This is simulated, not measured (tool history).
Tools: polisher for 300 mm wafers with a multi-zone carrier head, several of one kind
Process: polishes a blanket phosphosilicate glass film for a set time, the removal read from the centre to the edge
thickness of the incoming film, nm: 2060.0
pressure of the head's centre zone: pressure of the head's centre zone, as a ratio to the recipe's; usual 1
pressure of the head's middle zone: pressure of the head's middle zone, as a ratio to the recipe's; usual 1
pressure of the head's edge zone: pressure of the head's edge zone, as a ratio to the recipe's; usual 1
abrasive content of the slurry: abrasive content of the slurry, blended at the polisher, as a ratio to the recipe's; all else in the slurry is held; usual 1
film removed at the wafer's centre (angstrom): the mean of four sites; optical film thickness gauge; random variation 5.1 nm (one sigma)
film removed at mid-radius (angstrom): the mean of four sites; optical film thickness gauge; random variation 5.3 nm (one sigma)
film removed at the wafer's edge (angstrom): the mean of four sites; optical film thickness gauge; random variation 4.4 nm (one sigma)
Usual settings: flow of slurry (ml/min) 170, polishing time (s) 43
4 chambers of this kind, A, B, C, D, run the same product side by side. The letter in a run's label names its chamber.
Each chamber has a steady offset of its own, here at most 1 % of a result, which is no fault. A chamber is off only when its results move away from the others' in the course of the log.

run   hour  flow of slurry (ml/min)  pressure of the head's centre zone  pressure of the head's middle zone  pressure of the head's edge zone  abrasive content of the slurry  polishing time (s)  film removed at the wafer's centre (angstrom)  film removed at mid-radius (angstrom)  film removed at the wafer's edge (angstrom)
       0.7  -- chamber D: worn pad replaced by a new one
 1D   12.4                      170                                   1                                   1                                 1                               1                  43                                         4797.2                                 4666.3                                       4748.1
 2A   22.7                      170                                   1                                   1                                 1                               1                  43                                         4745.5                                 4687.7                                       4726.6
      26.3  -- chamber B: worn pad replaced by a new one
 3C   33.8                      170                                   1                                   1                                 1                               1                  43                                           4745                                 4834.1                                       4614.3
 4B   41.7                      170                                   1                                   1                                 1                               1                  43                                         4664.9                                 4617.9                                       4674.9
 5C   55.7                      170                                   1                                   1                                 1                               1                  43                                         4741.5                                 4710.4                                       4687.2
      58.1  -- chamber D: edge zone pressure recalibrated
 6B   63.8                      170                                   1                                   1                                 1                               1                  43                                         4822.7                                 4610.6                                       4727.3
 7D   70.4                      170                                   1                                   1                                 1                               1                  43                                         4680.7                                 4759.1                                       4749.3
 8A   79.6                      170                                   1                                1.06                                 1                            1.15                  43                                         4977.2                                   5246                                       5016.8
 9B   88.4                      170                                   1                                1.06                                 1                            1.15                  43                                         5064.3                                 5264.6                                       5057.5
10D   95.1                      170                                   1                                1.06                                 1                            1.15                  43                                         5069.3                                 5356.1                                       5004.9
11A  107.1                      170                                   1                                1.06                                 1                            1.15                  43                                         5133.6                                 5270.9                                         5018
     109.5  -- chamber C: worn pad replaced by a new one
12C  116.9                      170                                   1                                   1                                 1                               1                  43                                         4743.7                                 4608.2                                       4715.8
13A  124.4                      170                                   1                                   1                                 1                               1                  43                                         4739.8                                 4705.8                                       4704.7
14C  131.8                      170                                   1                                   1                                 1                               1                  43                                         4789.6                                 4780.1                                       4662.8
     138.5  -- chamber A: worn pad replaced by a new one
15D  145.8                      170                                   1                                   1                                 1                               1                  43                                           4558                                 4740.7                                       4741.3
16B  155.5                      170                                   1                                   1                                 1                               1                  43                                           4698                                 4734.4                                       4704.4
     161.2  -- chamber A: slurry nozzle cleaned
17D  167.7                      170                                   1                                   1                                 1                               1                  43                                         4615.8                                 4755.2                                       4775.9
18C  173.9                      170                                1.07                                   1                                 1                               1                  36                                         4251.2                                 4015.6                                       3854.1
       179  -- chamber B: worn pad replaced by a new one
19B  181.1                      170                                1.07                                   1                                 1                               1                  36                                         4234.5                                 3907.7                                       3957.6
     182.2  -- chamber B: centre zone pressure recalibrated
20A  189.1                      170                                1.07                                   1                                 1                               1                  36                                         4195.5                                 3939.1                                       3959.7
21A  201.7                      170                                1.07                                   1                                 1                               1                  36                                         4342.1                                 3876.7                                       4034.3
     203.7  -- chamber D: worn pad replaced by a new one
22B  213.9                      170                                   1                                   1                                 1                               1                  43                                         4725.3                                 4721.6                                       4638.8
     217.5  -- chamber D: slurry nozzle cleaned
23C  225.4                      170                                0.89                                   1                                 1                               1                  43                                         4251.1                                 4784.6                                       4666.9
24D  237.6                      170                                0.89                                   1                                 1                               1                  43                                         3940.2                                 4855.3                                         4761
     247.5  -- chamber B: slurry nozzle cleaned
25C  250.7                      170                                0.89                                   1                                 1                               1                  43                                         4013.9                                 4722.1                                       4746.5
     251.6  -- chamber C: edge zone pressure recalibrated
26D  261.8                      170                                0.89                                   1                                 1                               1                  43                                         3901.3                                 4772.2                                       4747.5
27A  270.4                      170                                   1                                   1                                 1                               1                  43                                         4769.1                                 4612.8                                       4798.4
28B  278.4                      170                                   1                                   1                                 1                               1                  43                                         4778.3                                 4536.8                                       4635.4
29B  291.6                      170                                   1                                   1                                 1                               1                  43                                         4644.9                                 4654.3                                       4677.5
30C    299                      170                                   1                                   1                                 1                               1                  43                                         4692.3                                 4721.2                                       4696.7
     299.2  -- chamber A: edge zone pressure recalibrated
31D  309.4                      170                                   1                                   1                                 1                               1                  43                                         4399.1                                 4713.2                                       4756.2
     310.2  -- chamber A: worn pad replaced by a new one
32A  319.7                      170                                   1                                   1                                 1                               1                  43                                         4745.6                                 4734.4                                       4736.8
33B  328.5                      170                                   1                                   1                                 1                               1                  43                                         4786.4                                 4737.1                                       4672.7
     337.6  -- chamber C: worn pad replaced by a new one
34D  340.6                      170                                   1                                   1                                 1                               1                  43                                         4422.7                                 4714.2                                       4727.6
     348.6  -- chamber B: worn pad replaced by a new one
     349.3  -- chamber C: centre zone pressure recalibrated
35A  350.6                      170                                   1                                   1                                 1                               1                  43                                         4716.5                                 4594.5                                       4756.3
36C  357.6                      170                                   1                                   1                                 1                               1                  43                                         4727.6                                 4809.2                                       4695.1
     363.1  -- chamber C: slurry nozzle cleaned
37A  368.1                      170                                   1                                   1                                 1                               1                  43                                         4806.7                                 4808.2                                       4743.9
38C  381.7                      170                                1.09                                   1                                 1                               1                  43                                           5270                                 4602.4                                       4692.6
39B  392.4                      170                                1.09                                   1                                 1                               1                  43                                         5144.2                                 4749.5                                       4631.5
40D  401.5                      170                                1.09                                   1                                 1                               1                  43                                         4651.2                                 4741.7                                       4760.4
41C    413                      170                                1.09                                   1                                 1                               1                  43                                         5242.7                                   4735                                       4692.8

Next, every chamber runs the same settings. What will each give?
42A  423.1                      170                                   1                                   1                                 1                             0.8                  43                                              ?                                      ?                                            ?
42B  423.1                      170                                   1                                   1                                 1                             0.8                  43                                              ?                                      ?                                            ?
42C  423.1                      170                                   1                                   1                                 1                             0.8                  43                                              ?                                      ?                                            ?
42D  423.1                      170                                   1                                   1                                 1                             0.8                  43                                              ?                                      ?                                            ?

run  film removed at the wafer's centre (angstrom)  film removed at mid-radius (angstrom)  film removed at the wafer's edge (angstrom)
42A                                         4254.1                                 4238.9                                       4250.6
42B                                         4228.5                                 4177.7                                       4162.3
42C                                           4301                                 4206.8                                       4172.2
42D                                         3743.1                                 4180.5                                         4301
